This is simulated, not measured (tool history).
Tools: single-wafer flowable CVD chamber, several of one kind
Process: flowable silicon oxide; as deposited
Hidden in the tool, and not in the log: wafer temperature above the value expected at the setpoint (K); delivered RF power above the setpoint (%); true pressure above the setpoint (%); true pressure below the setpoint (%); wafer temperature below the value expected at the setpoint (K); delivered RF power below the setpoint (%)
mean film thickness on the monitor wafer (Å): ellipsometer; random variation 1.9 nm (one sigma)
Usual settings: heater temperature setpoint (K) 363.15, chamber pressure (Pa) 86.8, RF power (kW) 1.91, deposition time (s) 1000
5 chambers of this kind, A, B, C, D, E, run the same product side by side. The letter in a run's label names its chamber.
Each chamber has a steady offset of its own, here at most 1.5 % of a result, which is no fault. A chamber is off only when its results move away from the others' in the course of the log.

run    day  heater temperature setpoint (K)  chamber pressure (Pa)  RF power (kW)  deposition time (s)  hours since the last thermocouple change  hours since the last RF generator calibration  hours since the last manometer calibration  read-back reference wafer on the same gauge, thickness_nm  mean film thickness on the monitor wafer (Å)
 1C  0.271                           363.15                   86.8           1.91                 1000                                    1518.7                                            378                                      1949.4                                                     538.95                                        6303.3
 2B  0.567                           363.15                   86.8           1.91                 1000                                    1512.7                                         2054.2                                       569.2                                                      539.1                                        6306.1
 3E  0.804                           363.15                   86.8           1.91                 1000                                    1187.8                                          135.2                                       433.9                                                     539.25                                        6283.2
 4A  1.096                           363.15                   86.8           1.91                 1000                                     955.4                                          647.8                                      1062.5                                                     539.24                                        6322.4
 5D  1.296                           363.15                   86.8           1.91                 1000                                      1199                                          340.5                                      2417.1                                                     539.69                                        6346.6
 6E  1.554                           363.15                   86.8           1.91                 1000                                    1205.8                                          153.2                                       451.9                                                     539.21                                        6319.2
 7C  1.892                           363.15                   86.8           1.91                 1000                                    1557.6                                          416.9                                      1988.3                                                     539.01                                        6281.2
 8A  2.042                           363.15                   86.8           1.91                 1000                                     978.1                                          670.5                                      1085.2                                                     538.94                                        6286.6
 9D  2.367                           363.15                   86.8           1.91                 1000                                    1224.7                                          366.2                                      2442.8                                                     539.31                                        6384.4
10B  2.675                           363.15                   86.8           1.91                 1000                                    1563.3                                         2104.8                                       619.8                                                      539.1                                        6264.7
11B  2.929                           363.15                   86.8           1.91                 1120                                    1569.4                                         2110.9                                       625.9                                                     538.78                                        7033.1
12D  3.096                           363.15                   86.8           1.91                 1120                                    1242.2                                          383.7                                      2460.3                                                     538.86                                        7137.9
13A  3.275                           363.15                   86.8           1.91                 1120                                    1007.7                                          700.1                                      1114.8                                                     538.98                                        7072.9
14E  3.433                           363.15                   86.8           1.91                 1120                                    1250.9                                          198.3                                         497                                                     539.12                                        7048.1
15C  3.667                           363.15                   86.8           1.91                 1120                                    1600.2                                          459.5                                      2030.9                                                     538.81                                        7063.4
16E  3.888                           363.15                   86.8           1.91                 1000                                    1261.8                                          209.2                                       507.9                                                     539.33                                        6310.3
     4.042  -- chamber D: capacitance manometer re-zeroed and calibrated
17C  4.146                           363.15                   86.8           1.91                 1000                                    1611.7                                            471                                      2042.4                                                     538.92                                        6275.9
18A  4.433                           363.15                   86.8           1.91                 1000                                    1035.5                                          727.9                                      1142.6                                                     538.95                                        6324.1
19D  4.596                           363.15                   86.8           1.91                 1000                                    1278.2                                          419.7                                        13.4                                                     538.89                                          6389
20B  4.821                           363.15                   86.8           1.91                 1000                                    1614.8                                         2156.3                                       671.3                                                     538.97                                        6290.4
      5.05  -- chamber B: RF generator calibrated
21E  5.154                           363.15                   86.8           1.91                 1000                                    1292.2                                          239.6                                       538.3                                                        539                                        6317.2
22C  5.383                           363.15                   86.8           1.91                 1000                                    1641.4                                          500.7                                      2072.1                                                     538.98                                        6307.2
23D  5.629                           363.15                   86.8           1.91                 1000                                      1303                                          444.5                                        38.2                                                     538.92                                          6396
     5.662  -- chamber C: thermocouple changed; heater temperature recalibrated
24B  5.871                           363.15                   86.8           1.91                 1000                                      1640                                           19.8                                       696.5                                                     539.28                                        6279.2
25A  6.154                           363.15                   86.8           1.91                 1000                                    1076.8                                          769.2                                      1183.9                                                     538.91                                        6296.8
26C  6.362                           363.15                   86.8           1.91                 1000                                      16.8                                          524.2                                      2095.6                                                     538.96                                        6443.7
27A  6.579                           363.15                   86.8           1.91                 1000                                      1087                                          779.4                                      1194.1                                                     539.12                                        6295.3
28B  6.796                           363.15                   86.8           1.91                 1000                                    1662.2                                             42                                       718.7                                                      539.1                                        6319.6
29D  7.096                           363.15                   86.8           1.91                 1000                                    1338.2                                          479.7                                        73.4                                                     539.34                                        6354.7
30E  7.354                           363.15                   86.8           1.91                 1000                                      1345                                          292.4                                       591.1                                                     538.82                                        6297.1
31A  7.538                           363.15                   86.8           1.91                 1000                                      1110                                          802.4                                      1217.1                                                        539                                        6302.2
32D  7.696                           363.15                   86.8           1.91                 1000                                    1352.6                                          494.1                                        87.8                                                     539.13                                        6401.9
33B  7.867                           363.15                   86.8           1.91                 1000                                    1687.9                                           67.7                                       744.4                                                     539.24                                        6287.6
34C  8.083                           363.15                   86.8           1.91                 1000                                      58.1                                          565.5                                      2136.9                                                     539.08                                        6535.7
35E  8.333                           363.15                   86.8           1.91                 1170                                    1368.5                                          315.9                                       614.6                                                     538.83                                        7391.9
36A  8.538                           363.15                   86.8           1.91                 1170                                      1134                                          826.4                                      1241.1                                                     539.04                                        7354.5
37B  8.771                           363.15                   86.8           1.91                 1170                                    1709.6                                           89.4                                       766.1                                                     538.61                                        7356.3
38C  9.062                           363.15                   86.8           1.91                 1170                                      81.6                                            589                                      2160.4                                                     539.37                                        7594.5
39E  9.283                           363.15                   86.8           1.91                 1170                                    1391.3                                          338.7                                       637.4                                                     538.73                                        7389.1
40D  9.488                           363.15                   86.8           1.91                 1000                                    1395.6                                          537.1                                       130.8                                                     538.86                                        6373.2
41E  9.775                           363.15                   86.8           1.91                 1000                                    1403.1                                          350.5                                       649.2                                                        539                                        6312.9

What goes on in this fleet: one chamber off, a drifting gauge, or nothing beyond the chambers' own small offsets? Name the chamber and the cause, if any.

A service left chamber C off against the others.
Cause: wafer temperature below the value expected at the setpoint (K) = 1.03.

Here are 4 candidates for chamber C's next run, each the usual settings with a change, their results left as question marks. Which one brings its results back in line with what the others give on the usual settings?
In line means no further than this from the other chambers' mean on the usual settings: mean film thickness on the monitor wafer (Å) 66
42C-1  10.017                           362.15                   86.8           1.91                 1000                                                                                                                                                                                                                                             ?
42C-2  10.017                           363.15                   86.8           1.91                 1010                                                                                                                                                                                                                                             ?
42C-3  10.017                           364.15                   86.8           1.91                 1000                                                                                                                                                                                                                                             ?
42C-4  10.017                           363.15                   86.4           1.91                 1000                                                                                                                                                                                                                                             ?

The other chambers' mean on the usual settings: mean film thickness on the monitor wafer (Å) 6318
  run  mean film thickness on the monitor wafer (Å)
42C-1                                        6675.3
42C-2                                        6549.9
42C-3                                        6301.3
42C-4                                        6444.5
42C-3 brings the chamber back in line.
